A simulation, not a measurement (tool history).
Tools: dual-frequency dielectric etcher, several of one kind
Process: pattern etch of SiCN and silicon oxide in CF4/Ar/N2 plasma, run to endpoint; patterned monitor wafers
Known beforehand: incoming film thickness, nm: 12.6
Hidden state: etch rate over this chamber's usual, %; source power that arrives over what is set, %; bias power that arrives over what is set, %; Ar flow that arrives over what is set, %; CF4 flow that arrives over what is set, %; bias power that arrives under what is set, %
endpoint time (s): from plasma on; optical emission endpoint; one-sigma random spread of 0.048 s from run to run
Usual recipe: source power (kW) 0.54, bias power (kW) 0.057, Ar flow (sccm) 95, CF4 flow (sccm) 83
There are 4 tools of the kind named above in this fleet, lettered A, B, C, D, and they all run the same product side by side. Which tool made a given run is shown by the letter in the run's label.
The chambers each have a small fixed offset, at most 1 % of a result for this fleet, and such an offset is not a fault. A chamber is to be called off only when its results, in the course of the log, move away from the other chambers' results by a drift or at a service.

run	day	source power (kW)	bias power (kW)	Ar flow (sccm)	CF4 flow (sccm)	hours since the last wet clean	hours since the last source power generator calibration	hours since the last bias power generator calibration	hours since the last Ar flow controller change	hours since the last CF4 flow controller change	endpoint time (s)
1A	0.162	0.54	0.057	95	83	304.1	662.8	300.5	3981.7	2653.2	12.848
2C	0.333	0.54	0.057	95	83	574.2	2332.8	3320.9	1257.8	276	12.955
3D	0.483	0.54	0.057	95	83	89.5	211.7	1444.4	1237.6	3045.9	12.877
4B	0.667	0.54	0.057	95	83	141.4	68.6	87.6	2738.9	733.4	12.917
5C	0.833	0.54	0.057	95	83	586.2	2344.8	3332.9	1269.8	288	12.881
6D	0.929	0.54	0.057	95	83	100.2	222.4	1455.1	1248.3	3056.6	12.928
7A	1.071	0.54	0.057	95	103	325.9	684.6	322.3	4003.5	2675	12.533
# day 1.171: chamber C: wet clean of the chamber
8B	1.171	0.54	0.057	95	103	153.5	80.7	99.7	2751	745.5	12.46
9C	1.338	0.54	0.057	95	103	4.1	2356.9	3345	1281.9	300.1	12.51
10B	1.533	0.54	0.057	95	103	162.2	89.4	108.4	2759.7	754.2	12.498
11A	1.7	0.54	0.057	95	83	341	699.7	337.4	4018.6	2690.1	12.889
12D	1.896	0.54	0.057	95	83	123.4	245.6	1478.3	1271.5	3079.8	12.917
13C	2.042	0.54	0.057	95	83	21	2373.8	3361.9	1298.8	317	13.006
14B	2.133	0.54	0.057	95	83	176.6	103.8	122.8	2774.1	768.6	12.893
15A	2.317	0.54	0.057	77	83	355.8	714.5	352.2	4033.4	2704.9	12.485
16D	2.417	0.54	0.057	77	83	135.9	258.1	1490.8	1284	3092.3	12.556
17C	2.55	0.54	0.057	77	83	33.2	2386	3374.1	1311	329.2	12.52
18A	2.742	0.54	0.057	77	83	366	724.7	362.4	4043.6	2715.1	12.535
19D	2.883	0.54	0.057	95	83	147.1	269.3	1502	1295.2	3103.5	12.881
20B	3.071	0.54	0.057	95	83	199.1	126.3	145.3	2796.6	791.1	12.689
21C	3.192	0.54	0.057	95	83	48.6	2401.4	3389.5	1326.4	344.6	12.924
22B	3.338	0.54	0.057	95	83	205.5	132.7	151.7	2803	797.5	12.722
23A	3.542	0.46	0.057	95	71	385.2	743.9	381.6	4062.8	2734.3	15.141
24D	3.692	0.46	0.057	95	71	166.5	288.7	1521.4	1314.6	3122.9	15.387
25D	3.888	0.46	0.057	95	71	171.2	293.4	1526.1	1319.3	3127.6	15.163
26C	4.062	0.46	0.057	95	71	69.5	2422.3	3410.4	1347.3	365.5	15.319
27B	4.246	0.65	0.057	95	83	227.3	154.5	173.5	2824.8	819.3	10.613
28A	4.396	0.65	0.057	95	83	405.7	764.4	402.1	4083.3	2754.8	10.942
29C	4.525	0.65	0.057	95	83	80.6	2433.4	3421.5	1358.4	376.6	10.934
30B	4.662	0.65	0.057	95	83	237.3	164.5	183.5	2834.8	829.3	10.609
31D	4.808	0.54	0.057	95	94	193.3	315.5	1548.2	1341.4	3149.7	12.658
32A	4.929	0.54	0.057	95	94	418.5	777.2	414.9	4096.1	2767.6	12.555
33C	5.058	0.54	0.057	95	94	93.4	2446.2	3434.3	1371.2	389.4	12.627
34A	5.154	0.54	0.057	95	94	423.9	782.6	420.3	4101.5	2773	12.676
35B	5.333	0.47	0.057	88	83	253.4	180.6	199.6	2850.9	845.4	13.961
36D	5.533	0.47	0.057	88	83	210.7	332.9	1565.6	1358.8	3167.1	14.444
37B	5.667	0.47	0.057	88	83	261.4	188.6	207.6	2858.9	853.4	13.99

Which is it: a chamber that has drifted or been left off by a service, a gauge drift common to all chambers, or only each chamber's usual small offset? If a chamber is off, name it and its likeliest cause.

It is chamber B that slowly wanders off from its peers.
Cause: etch rate over this chamber's usual, % = 3.66.
The log might look much the same if the cause were instead: source power that arrives over what is set, %.

Which of the 4 candidates below, each the usual settings with something changed and its results left as question marks, puts chamber B back in line with what the other chambers give on the usual settings?
Counts as in line when no further than this from what the other chambers average on the usual settings: endpoint time (s) 0.17
38B-1	5.817	0.54	0.054	95	83						?
38B-2	5.817	0.54	0.057	71	83						?
38B-3	5.817	0.55	0.057	95	83						?
38B-4	5.817	0.52	0.056	96	83						?

Other chambers, usual settings, mean: endpoint time (s) 12.911
run	endpoint time (s)
38B-1	12.655
38B-2	11.94
38B-3	12.243
38B-4	12.973
38B-4 brings the chamber back in line.
